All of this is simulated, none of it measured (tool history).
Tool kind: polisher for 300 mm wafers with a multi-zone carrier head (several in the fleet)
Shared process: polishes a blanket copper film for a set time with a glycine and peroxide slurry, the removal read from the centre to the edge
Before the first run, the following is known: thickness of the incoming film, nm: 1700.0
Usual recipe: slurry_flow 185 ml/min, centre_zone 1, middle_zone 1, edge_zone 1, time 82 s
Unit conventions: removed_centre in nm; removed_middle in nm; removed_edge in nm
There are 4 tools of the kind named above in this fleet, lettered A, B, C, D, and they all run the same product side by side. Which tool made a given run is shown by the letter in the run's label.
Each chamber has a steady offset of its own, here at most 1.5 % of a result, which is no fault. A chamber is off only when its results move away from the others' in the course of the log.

run,hour,slurry_flow,centre_zone,middle_zone,edge_zone,time,wafers polished on this pad,hours since the slurry nozzle was cleaned,hours since the centre zone pressure was calibrated,hours since the edge zone pressure was calibrated,removed_centre,removed_middle,removed_edge
1A,6.6,185,1,1,1,82,235,389.9,557.5,310.6,410.03,411.11,417.43
# hour 9.1: chamber D: worn pad replaced by a new one
# hour 14.4: chamber B: worn pad replaced by a new one
2B,14.5,185,1,1,1,82,1,289.7,193.8,699.2,410.11,414.66,413.67
3C,25,185,1,1,1,82,507,228,409.7,561.4,421.08,421.12,416.28
# hour 30.6: chamber C: worn pad replaced by a new one
# hour 32.5: chamber D: centre zone pressure recalibrated
4D,37.6,185,1,1,1,82,290,209.3,5.2,271.3,402.57,415.85,417.15
5D,46.2,185,1,1,1,82,377,217.9,13.8,279.9,406.78,410.46,409.56
6B,52.3,185,1,1,1,82,384,327.5,231.6,737,413.16,413,422.65
7A,63.8,185,1.05,1,1,100,815,447.1,614.7,367.8,539.22,496.76,501.74
8C,76.6,185,1.05,1,1,100,467,279.6,461.3,613,538.09,509.99,514.41
# hour 78.8: chamber C: worn pad replaced by a new one
9B,83.3,185,1.05,1,1,100,699,358.5,262.6,768,531.59,505.71,503.38
10D,92.1,185,1.05,1,1,100,843,263.8,59.7,325.8,531.82,510.9,503.29
# hour 94: chamber D: slurry nozzle cleaned
# hour 98.1: chamber D: worn pad replaced by a new one
11A,98.4,185,1,1,1,82,1166,481.7,649.3,402.4,412.51,412.7,418.6
12C,104.4,185,1,1,1,82,260,307.4,489.1,640.8,409.16,416.14,420.76
13B,110.6,225,1,1,1,82,976,385.8,289.9,795.3,426.52,430.27,424.75
# hour 119.8: chamber B: worn pad replaced by a new one
# hour 122.5: chamber C: worn pad replaced by a new one
14C,123,225,1,1,1,82,5,326,507.7,659.4,430.74,422.63,425.67
# hour 124.4: chamber A: worn pad replaced by a new one
15D,136.7,225,1,1,1,82,391,42.7,104.3,370.4,429.64,428.39,424
16A,147.8,225,1,1,1,82,238,531.1,698.7,451.8,419.7,420.92,424.05
17B,158.6,185,1,1,1,82,394,433.8,337.9,843.3,418.73,410.94,423.61
# hour 167.8: chamber D: worn pad replaced by a new one
18D,168.3,185,1,1,1,82,5,74.3,135.9,402,413.65,416.82,413.79
19C,180.4,185,1,1,1,82,588,383.4,565.1,716.8,393.3,398.98,399.47
# hour 180.7: chamber C: worn pad replaced by a new one
20A,188,185,1.08,0.94,1,82,646,571.3,738.9,492,439.77,386.71,421.35
21D,194.6,185,1.08,0.94,1,82,272,100.6,162.2,428.3,448.73,394.67,410.12
22B,207,185,1.08,0.94,1,82,885,482.2,386.3,891.7,448.18,389.66,421.94
23C,217.9,185,1.08,0.94,1,82,377,420.9,602.6,754.3,416.5,371.17,392.74
# hour 218.1: chamber A: slurry nozzle cleaned
24A,225.2,185,1,1,1,82,1023,7.2,776.1,529.2,413.78,411.4,414.28
25A,231.7,185,1,1,1,82,1089,13.7,782.6,535.7,410.71,405.67,421.34
26D,240.2,185,1,1,1,82,735,146.2,207.8,473.9,419.77,415.27,417.47

One chamber off, gauge drift, or nothing amiss beyond the chambers' own small offsets? If it is a chamber, which one, and what is the likeliest cause?

It is chamber C that slowly wanders off from its peers.
Cause: slurry flow missing at the pad, % = 39.3.

Here are 4 candidates for chamber C's next run, each the usual settings with a change, their results left as question marks. Which one brings its results back in line with what the others give on the usual settings?
In line means no further than this from the other chambers' mean on the usual settings: removed_centre 19 nm; removed_middle 8.9 nm; removed_edge 12 nm
27C-1,250,190,1.02,1.01,0.99,88,,,,,?,?,?
27C-2,250,180,0.98,0.99,1.01,76,,,,,?,?,?
27C-3,250,170,0.95,0.98,1.02,71,,,,,?,?,?
27C-4,250,200,1.05,1.02,0.98,95,,,,,?,?,?

What the other chambers average on the usual settings: removed_centre 416.22 nm; removed_middle 413.82 nm; removed_edge 417.16 nm
run,removed_centre,removed_middle,removed_edge
27C-1,416.7,413.12,419.06
27C-2,339.38,345.68,362.52
27C-3,301.36,315.3,337.09
27C-4,470.57,455.41,453.68
Change 27C-1 lands the chamber within the allowed miss of the other chambers.
